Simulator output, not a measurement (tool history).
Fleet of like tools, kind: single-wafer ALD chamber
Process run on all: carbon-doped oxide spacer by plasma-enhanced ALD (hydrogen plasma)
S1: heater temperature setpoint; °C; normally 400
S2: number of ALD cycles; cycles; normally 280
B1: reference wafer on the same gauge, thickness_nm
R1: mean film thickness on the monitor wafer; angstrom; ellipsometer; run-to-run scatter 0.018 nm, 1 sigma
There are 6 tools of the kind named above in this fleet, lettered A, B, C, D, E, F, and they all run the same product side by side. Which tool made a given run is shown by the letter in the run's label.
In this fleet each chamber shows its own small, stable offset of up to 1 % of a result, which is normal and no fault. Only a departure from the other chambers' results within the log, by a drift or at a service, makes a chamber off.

| run | hour | S1 | S2 | B1 | R1 |
|---|---|---|---|---|---|
| 1F | 4.9 | 400 | 280 | 16.004 | 139.92 |
| 2B | 8.3 | 400 | 280 | 16.005 | 139.65 |
| 3D | 11.6 | 400 | 280 | 16.001 | 139.02 |
| 4C | 16.2 | 400 | 280 | 16.006 | 140.60 |
| 5A | 19.3 | 385 | 280 | 16.008 | 140.58 |
| 6E | 24.2 | 385 | 280 | 16.007 | 140.18 |
| 7D | 30.1 | 385 | 280 | 16.016 | 139.19 |
| 8C | 34.5 | 385 | 280 | 16.018 | 140.97 |
| 9E | 38.4 | 385 | 280 | 16.017 | 140.79 |
| 10B | 41.0 | 385 | 280 | 16.028 | 140.29 |
| 11F | 45.0 | 400 | 280 | 16.024 | 140.17 |
| 12A | 50.6 | 400 | 280 | 16.024 | 140.93 |
| 13E | 53.6 | 414 | 259 | 16.024 | 124.63 |
| 14C | 59.4 | 414 | 259 | 16.028 | 124.75 |
| 15A | 65.3 | 414 | 259 | 16.034 | 124.63 |
| 16D | 68.8 | 414 | 259 | 16.031 | 123.66 |
| 17F | 74.7 | 414 | 259 | 16.041 | 124.14 |
| 18B | 80.4 | 414 | 259 | 16.034 | 124.19 |
| 19B | 84.8 | 400 | 280 | 16.040 | 140.14 |
| 20C | 90.7 | 400 | 280 | 16.047 | 141.26 |
| 21A | 95.9 | 400 | 280 | 16.049 | 140.90 |
| 22F | 98.9 | 391 | 280 | 16.048 | 140.21 |
| 23E | 102.6 | 391 | 280 | 16.057 | 141.09 |
| 24D | 108.2 | 391 | 280 | 16.058 | 139.80 |
| 25C | 113.2 | 391 | 280 | 16.056 | 141.20 |
| 26E | 118.5 | 391 | 280 | 16.059 | 140.92 |
| 27B | 123.9 | 391 | 280 | 16.062 | 140.30 |
| 28D | 129.7 | 400 | 280 | 16.066 | 139.80 |
| 29A | 134.8 | 400 | 280 | 16.067 | 141.12 |
| 30F | 138.1 | 400 | 280 | 16.071 | 140.57 |
| 31D | 142.7 | 400 | 280 | 16.076 | 139.58 |
| 32E | 146.1 | 400 | 280 | 16.076 | 140.89 |
| 33B | 151.8 | 400 | 280 | 16.081 | 140.62 |
| 34C | 154.7 | 400 | 280 | 16.074 | 141.41 |
| 35A | 157.4 | 400 | 280 | 16.086 | 141.51 |
| 36F | 161.2 | 400 | 280 | 16.080 | 140.58 |
| 37D | 164.6 | 400 | 280 | 16.088 | 139.95 |

Which is it: a chamber that has drifted or been left off by a service, a gauge drift common to all chambers, or only each chamber's usual small offset? If a chamber is off, name it and its likeliest cause.

The shared gauge is drifting. All chambers look as if they move in step, but none is off.
Most likely cause: gauge reads high (%) = 0.535.
